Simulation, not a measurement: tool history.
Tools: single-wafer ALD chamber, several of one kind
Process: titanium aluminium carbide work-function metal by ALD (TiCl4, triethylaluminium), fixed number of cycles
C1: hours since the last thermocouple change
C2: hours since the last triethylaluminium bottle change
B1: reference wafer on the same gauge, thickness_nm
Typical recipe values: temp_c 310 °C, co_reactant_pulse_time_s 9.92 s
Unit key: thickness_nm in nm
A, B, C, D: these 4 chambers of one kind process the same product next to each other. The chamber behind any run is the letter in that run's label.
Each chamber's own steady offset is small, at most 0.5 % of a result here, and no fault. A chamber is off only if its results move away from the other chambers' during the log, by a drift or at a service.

Run 1C, day 0.283: usual settings; C1 1558.5; C2 983.2; B1 1.6682. Result: thickness_nm 2.1016 nm.
Run 2D, day 0.671: usual settings; C1 1452.7; C2 1102.8; B1 1.6695. Result: thickness_nm 2.078 nm.
Run 3B, day 0.888: usual settings; C1 92; C2 264.7; B1 1.6716. Result: thickness_nm 2.0456 nm.
Run 4A, day 1.188: usual settings; C1 223.3; C2 271.2; B1 1.6672. Result: thickness_nm 2.1003 nm.
Run 5D, day 1.483: usual settings but temp_c 324 °C, co_reactant_pulse_time_s 12.13 s; C1 1472.2; C2 1122.3; B1 1.6683. Result: thickness_nm 2.2745 nm.
At day 1.788: chamber D: triethylaluminium bottle replaced.
Run 6C, day 1.829: usual settings but temp_c 324 °C, co_reactant_pulse_time_s 12.13 s; C1 1595.6; C2 1020.3; B1 1.67. Result: thickness_nm 2.2568 nm.
Run 7A, day 2.129: usual settings but temp_c 324 °C, co_reactant_pulse_time_s 12.13 s; C1 245.9; C2 293.8; B1 1.6712. Result: thickness_nm 2.2231 nm.
Run 8B, day 2.446: usual settings but temp_c 324 °C, co_reactant_pulse_time_s 12.13 s; C1 129.4; C2 302.1; B1 1.6665. Result: thickness_nm 2.2397 nm.
Run 9C, day 2.821: usual settings; C1 1619.4; C2 1044.1; B1 1.6694. Result: thickness_nm 2.0914 nm.
Run 10A, day 3.033: usual settings but temp_c 324 °C, co_reactant_pulse_time_s 6.25 s; C1 267.6; C2 315.5; B1 1.6668. Result: thickness_nm 2.003 nm.
Run 11D, day 3.442: usual settings but temp_c 324 °C, co_reactant_pulse_time_s 6.25 s; C1 1519.2; C2 39.8; B1 1.6714. Result: thickness_nm 2.0192 nm.
Run 12B, day 3.808: usual settings but temp_c 324 °C, co_reactant_pulse_time_s 6.25 s; C1 162.1; C2 334.8; B1 1.6686. Result: thickness_nm 2.0171 nm.
Run 13A, day 4.171: usual settings but temp_c 324 °C, co_reactant_pulse_time_s 6.25 s; C1 294.9; C2 342.8; B1 1.6697. Result: thickness_nm 1.9941 nm.
Run 14D, day 4.5: usual settings; C1 1544.6; C2 65.2; B1 1.6713. Result: thickness_nm 2.0805 nm.
At day 4.721: chamber D: thermocouple changed; heater temperature recalibrated.
Run 15C, day 4.788: usual settings; C1 1666.6; C2 1091.3; B1 1.6695. Result: thickness_nm 2.0822 nm.
Run 16B, day 5.038: usual settings; C1 191.6; C2 364.3; B1 1.6701. Result: thickness_nm 2.0719 nm.
Run 17D, day 5.271: usual settings; C1 13.3; C2 83.7; B1 1.6708. Result: thickness_nm 2.0766 nm.
Run 18B, day 5.554: usual settings; C1 204; C2 376.7; B1 1.6713. Result: thickness_nm 2.0779 nm.
Run 19A, day 5.9: usual settings; C1 336.4; C2 384.3; B1 1.6719. Result: thickness_nm 2.0498 nm.
Run 20C, day 6.1: usual settings; C1 1698.1; C2 1122.8; B1 1.6702. Result: thickness_nm 2.0682 nm.
Run 21A, day 6.4: usual settings; C1 348.4; C2 396.3; B1 1.6689. Result: thickness_nm 2.0717 nm.
Run 22C, day 6.704: usual settings; C1 1712.6; C2 1137.3; B1 1.6673. Result: thickness_nm 2.093 nm.
Run 23B, day 6.983: usual settings; C1 238.3; C2 411; B1 1.6724. Result: thickness_nm 2.0543 nm.
Run 24D, day 7.3: usual settings; C1 62; C2 132.4; B1 1.6721. Result: thickness_nm 2.0872 nm.
Run 25A, day 7.671: usual settings; C1 378.9; C2 426.8; B1 1.6715. Result: thickness_nm 2.0648 nm.
Run 26D, day 7.958: usual settings; C1 77.8; C2 148.2; B1 1.6696. Result: thickness_nm 2.0867 nm.
Run 27C, day 8.35: usual settings; C1 1752.1; C2 1176.8; B1 1.6684. Result: thickness_nm 2.0737 nm.
Run 28B, day 8.708: usual settings but temp_c 304 °C, co_reactant_pulse_time_s 6.61 s; C1 279.7; C2 452.4; B1 1.6675. Result: thickness_nm 1.878 nm.
Run 29A, day 9.054: usual settings but temp_c 304 °C, co_reactant_pulse_time_s 6.61 s; C1 412.1; C2 460; B1 1.6712. Result: thickness_nm 1.7869 nm.
Run 30C, day 9.238: usual settings but temp_c 304 °C, co_reactant_pulse_time_s 6.61 s; C1 1773.4; C2 1198.1; B1 1.6689. Result: thickness_nm 1.8893 nm.
At day 9.258: chamber C: triethylaluminium bottle replaced.
Run 31B, day 9.558: usual settings but temp_c 304 °C, co_reactant_pulse_time_s 6.61 s; C1 300.1; C2 472.8; B1 1.6715. Result: thickness_nm 1.8605 nm.
Run 32D, day 9.825: usual settings; C1 122.6; C2 193; B1 1.6713. Result: thickness_nm 2.0851 nm.
Run 33D, day 10.175: usual settings; C1 131; C2 201.4; B1 1.6695. Result: thickness_nm 2.1093 nm.
Run 34B, day 10.542: usual settings; C1 323.7; C2 496.4; B1 1.6705. Result: thickness_nm 2.0557 nm.
Run 35A, day 10.921: usual settings; C1 456.9; C2 504.8; B1 1.6682. Result: thickness_nm 2.0342 nm.
Run 36C, day 11.317: usual settings; C1 1823.3; C2 49.5; B1 1.6687. Result: thickness_nm 2.0757 nm.
Run 37D, day 11.504: usual settings; C1 162.9; C2 233.3; B1 1.6718. Result: thickness_nm 2.0793 nm.
Run 38A, day 11.746: usual settings; C1 476.7; C2 524.6; B1 1.671. Result: thickness_nm 2.0213 nm.
Run 39B, day 12.054: usual settings but temp_c 304 °C, co_reactant_pulse_time_s 8.06 s; C1 360; C2 532.7; B1 1.6706. Result: thickness_nm 1.9539 nm.

Read the log: is a single chamber off, either drifting away or since a service, is the gauge that measures every chamber drifting, or is nothing wrong beyond small per-chamber offsets? Name any odd chamber and what most likely caused it.

One chamber, A, drifts off from the rest bit by bit.
Likeliest cause: triethylaluminium dose below that of a fresh bottle (%) = 22.8.

Below are 4 candidate recipes for chamber A's next run, each the usual settings with a change, their results shown as question marks. Which of them brings A's results back in line with what the other chambers give on the usual settings?
In line means no further than this from the other chambers' mean on the usual settings: thickness_nm 0.043 nm
Run 40A-1, day 12.35: usual settings but co_reactant_pulse_time_s 8.67 s. Result: thickness_nm ?.
Run 40A-2, day 12.35: usual settings but temp_c 304 °C, co_reactant_pulse_time_s 7.93 s. Result: thickness_nm ?.
Run 40A-3, day 12.35: usual settings but temp_c 318 °C, co_reactant_pulse_time_s 12.58 s. Result: thickness_nm ?.
Run 40A-4, day 12.35: usual settings but temp_c 319 °C. Result: thickness_nm ?.

Average result of the remaining chambers running the usual settings: thickness_nm 2.0789 nm
  run  thickness_nm
40A-1        1.9499
40A-2        1.8545
40A-3        2.1607
40A-4         2.088
40A-4 puts the chamber back in line with the other chambers.
